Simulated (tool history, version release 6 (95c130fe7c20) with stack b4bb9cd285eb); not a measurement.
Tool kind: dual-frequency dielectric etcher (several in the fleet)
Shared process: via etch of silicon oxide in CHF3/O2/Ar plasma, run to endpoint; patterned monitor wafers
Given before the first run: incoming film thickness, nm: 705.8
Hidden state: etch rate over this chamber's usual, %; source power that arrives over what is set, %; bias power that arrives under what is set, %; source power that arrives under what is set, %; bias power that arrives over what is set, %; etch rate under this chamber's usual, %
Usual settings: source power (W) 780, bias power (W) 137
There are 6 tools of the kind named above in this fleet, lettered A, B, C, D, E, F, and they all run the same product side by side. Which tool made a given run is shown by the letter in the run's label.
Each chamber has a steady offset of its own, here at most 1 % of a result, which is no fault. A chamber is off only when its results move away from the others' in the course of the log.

run	hour	source power (W)	bias power (W)	hours since the last wet clean	hours since the last source power generator calibration	hours since the last bias power generator calibration	endpoint time (s)
1D	8.5	780	137	271.6	946.6	967.2	351.31
2E	18.6	780	137	315.2	3412.5	2403.1	352.20
3C	29.9	780	137	128.2	1586.6	304.0	349.53
4B	40.4	780	137	122.8	1130.4	2440.9	352.02
5F	50.0	780	137	709.7	1508.6	519.6	353.23
6A	60.3	780	137	299.8	636.2	1978.0	349.75
7D	68.0	780	137	331.1	1006.1	1026.7	350.29
# hour 70.1: chamber F: wet clean of the chamber
8B	73.9	780	137	156.3	1163.9	2474.4	355.09
9F	80.9	780	137	10.8	1539.5	550.5	349.58
10A	86.3	780	137	325.8	662.2	2004.0	347.87
11C	93.5	780	137	191.8	1650.2	367.6	352.31
# hour 98.2: chamber E: wet clean of the chamber
12E	101.8	780	137	3.6	3495.7	2486.3	352.97
13E	111.3	780	137	13.1	3505.2	2495.8	350.79
14D	120.8	780	137	383.9	1058.9	1079.5	351.56
15F	127.9	780	137	57.8	1586.5	597.5	351.78
16C	133.3	780	165	231.6	1690.0	407.4	333.18
17B	141.9	780	165	224.3	1231.9	2542.4	331.99
18A	149.0	780	165	388.5	724.9	2066.7	327.11
19E	154.9	780	165	56.7	3548.8	2539.4	328.88
20D	163.8	780	165	426.9	1101.9	1122.5	331.17
# hour 170.1: chamber D: wet clean of the chamber
21A	174.3	780	165	413.8	750.2	2092.0	330.67
22C	179.6	780	137	277.9	1736.3	453.7	356.46
# hour 187.3: chamber A: wet clean of the chamber
23B	187.6	780	137	270.0	1277.6	2588.1	351.88
24F	195.6	780	168	125.5	1654.2	665.2	331.57
25B	206.4	780	168	288.8	1296.4	2606.9	328.04
26F	213.2	780	168	143.1	1671.8	682.8	332.03
27D	218.9	780	168	48.8	1157.0	1177.6	348.12
28E	226.2	780	168	128.0	3620.1	2610.7	334.29
# hour 228.8: chamber C: wet clean of the chamber
29A	237.1	780	168	49.8	813.0	2154.8	326.30
# hour 241.1: chamber B: wet clean of the chamber
30C	248.1	780	137	19.3	1804.8	522.2	351.22
31A	257.7	780	148	70.4	833.6	2175.4	340.29
32E	265.9	780	148	167.7	3659.8	2650.4	339.82
# hour 270.1: chamber B: bias power generator calibrated
33D	272.8	780	148	102.7	1210.9	1231.5	363.49
34B	278.8	780	148	37.8	1368.8	8.7	346.89
35C	284.8	780	148	56.0	1841.5	558.9	345.04
36F	291.9	780	148	221.8	1750.5	761.5	347.81
37A	300.5	780	137	113.2	876.4	2218.2	347.73
38C	309.7	780	137	80.9	1866.4	583.8	357.56
39D	318.8	780	137	148.7	1256.9	1277.5	367.09
40F	324.0	780	137	253.9	1782.6	793.6	352.71
41B	331.6	780	137	90.6	1421.6	61.5	352.00

Does one chamber stand apart from the rest, does the shared gauge drift, or is all well apart from small per-chamber offsets? Give the chamber and the most likely cause, where there is one.

Chamber D came out of a service off from its peers and stayed that way.
Most likely cause: etch rate under this chamber's usual, % = 4.68.

Below are 4 candidate recipes for chamber D's next run, each the usual settings with a change, their results shown as question marks. Which of them brings D's results back in line with what the other chambers give on the usual settings?
Counts as in line when no further than this from what the other chambers average on the usual settings: endpoint time (s) 7.10
42D-1	339.8	780	116				?
42D-2	339.8	790	139				?
42D-3	339.8	780	132				?
42D-4	339.8	780	158				?

The mean the other chambers reach with the usual settings: endpoint time (s) 351.82
run	endpoint time (s)
42D-1	388.45
42D-2	366.11
42D-3	373.78
42D-4	353.53
Change 42D-4 lands the chamber within the allowed miss of the other chambers.

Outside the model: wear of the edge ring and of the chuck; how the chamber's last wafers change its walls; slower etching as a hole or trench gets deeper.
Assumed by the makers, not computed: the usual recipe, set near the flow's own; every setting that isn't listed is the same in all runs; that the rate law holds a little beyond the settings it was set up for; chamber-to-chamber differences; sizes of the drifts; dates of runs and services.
